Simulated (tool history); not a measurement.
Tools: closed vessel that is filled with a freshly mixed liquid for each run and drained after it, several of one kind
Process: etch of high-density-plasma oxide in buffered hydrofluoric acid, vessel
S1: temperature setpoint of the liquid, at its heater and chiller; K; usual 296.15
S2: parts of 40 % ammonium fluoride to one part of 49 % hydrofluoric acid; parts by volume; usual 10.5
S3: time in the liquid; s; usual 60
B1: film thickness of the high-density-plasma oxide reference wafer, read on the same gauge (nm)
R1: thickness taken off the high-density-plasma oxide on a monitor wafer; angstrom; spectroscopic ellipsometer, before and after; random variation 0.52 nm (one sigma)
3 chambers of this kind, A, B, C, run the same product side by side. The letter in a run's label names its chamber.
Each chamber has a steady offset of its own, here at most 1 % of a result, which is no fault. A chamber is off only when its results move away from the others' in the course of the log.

-- hour=6.1 chamber B: thermometer replaced
run 1C hour=6.5 | S1=296.15 S2=10.5 S3=60 | B1=69.924 | R1=817.80
run 2A hour=10.8 | S1=296.15 S2=10.5 S3=60 | B1=70.009 | R1=811.82
run 3B hour=15.8 | S1=296.15 S2=10.5 S3=60 | B1=70.014 | R1=826.21
run 4A hour=22.2 | S1=296.15 S2=10.5 S3=60 | B1=70.009 | R1=821.61
run 5B hour=26.4 | S1=296.15 S2=10.5 S3=60 | B1=70.034 | R1=829.94
run 6C hour=33.4 | S1=299.15 S2=10.5 S3=75 | B1=69.992 | R1=1197.00
run 7C hour=40.5 | S1=299.15 S2=10.5 S3=75 | B1=69.998 | R1=1213.70
run 8B hour=46.3 | S1=299.15 S2=10.5 S3=75 | B1=69.997 | R1=1224.50
run 9A hour=52.1 | S1=296.15 S2=10.5 S3=60 | B1=69.955 | R1=816.72
run 10B hour=56.7 | S1=296.15 S2=10.5 S3=60 | B1=69.950 | R1=823.84
run 11C hour=61.3 | S1=294.15 S2=12.0 S3=60 | B1=69.996 | R1=650.91
-- hour=61.6 chamber B: hydrofluoric acid flow meter replaced
run 12A hour=66.7 | S1=294.15 S2=12.0 S3=60 | B1=69.977 | R1=643.78
run 13C hour=73.4 | S1=294.15 S2=12.0 S3=60 | B1=69.974 | R1=654.18
run 14A hour=76.7 | S1=296.15 S2=10.5 S3=60 | B1=69.985 | R1=819.74
run 15B hour=82.7 | S1=296.15 S2=10.5 S3=60 | B1=69.998 | R1=819.97
run 16C hour=88.9 | S1=296.15 S2=10.5 S3=60 | B1=70.007 | R1=839.55
run 17B hour=95.1 | S1=296.15 S2=10.5 S3=60 | B1=70.015 | R1=826.60
run 18A hour=99.5 | S1=296.15 S2=10.5 S3=60 | B1=70.022 | R1=815.15
run 19C hour=105.4 | S1=296.15 S2=10.5 S3=60 | B1=70.037 | R1=842.69
-- hour=108.4 chamber C: hydrofluoric acid flow meter replaced
run 20B hour=111.8 | S1=296.15 S2=10.5 S3=60 | B1=70.020 | R1=822.02
run 21A hour=116.2 | S1=294.15 S2=13.0 S3=60 | B1=69.980 | R1=594.74
run 22B hour=123.0 | S1=294.15 S2=13.0 S3=60 | B1=70.049 | R1=592.52
run 23C hour=127.9 | S1=294.15 S2=13.0 S3=60 | B1=69.952 | R1=617.53
run 24A hour=134.0 | S1=296.15 S2=10.5 S3=60 | B1=69.996 | R1=813.67
run 25C hour=140.5 | S1=296.15 S2=10.5 S3=60 | B1=70.006 | R1=843.05
run 26A hour=144.2 | S1=296.15 S2=10.5 S3=60 | B1=70.019 | R1=813.54
run 27B hour=150.2 | S1=296.15 S2=10.5 S3=30 | B1=69.960 | R1=412.54
run 28B hour=154.4 | S1=296.15 S2=10.5 S3=30 | B1=69.947 | R1=406.11
run 29A hour=159.4 | S1=296.15 S2=10.5 S3=30 | B1=70.065 | R1=410.38
run 30C hour=163.8 | S1=296.15 S2=10.5 S3=60 | B1=69.989 | R1=860.38
run 31A hour=170.6 | S1=296.15 S2=10.5 S3=60 | B1=70.013 | R1=817.92
run 32B hour=175.4 | S1=298.65 S2=10.5 S3=30 | B1=69.962 | R1=471.53
run 33C hour=180.4 | S1=298.65 S2=10.5 S3=30 | B1=70.061 | R1=489.99
run 34B hour=187.5 | S1=298.65 S2=10.5 S3=30 | B1=70.031 | R1=466.72
run 35C hour=194.2 | S1=296.15 S2=14.0 S3=75 | B1=69.977 | R1=827.45

Is one chamber off against the others, does the gauge drift, or is nothing wrong? If a chamber is off, say which, and what the likeliest cause is.

Chamber C drifts away from the others.
Cause: liquid hotter than its thermometer reads (K) = 1.27.

Here are 4 candidates for chamber C's next run, each the usual settings with a change, their results left as question marks. Which one brings its results back in line with what the others give on the usual settings?
In line means no further than this from the other chambers' mean on the usual settings: R1 18.00 angstrom
run 36C-1 hour=199.6 | S1=295.65 S2=10.5 S3=60 | R1=?
run 36C-2 hour=199.6 | S1=296.65 S2=10.0 S3=60 | R1=?
run 36C-3 hour=199.6 | S1=295.65 S2=11.0 S3=60 | R1=?
run 36C-4 hour=199.6 | S1=296.65 S2=10.5 S3=60 | R1=?

The other chambers' mean on the usual settings: R1 818.31 angstrom
run=36C-1 R1=850.87
run=36C-2 R1=940.39
run=36C-3 R1=813.66
run=36C-4 R1=897.98
36C-3 brings the chamber back in line.
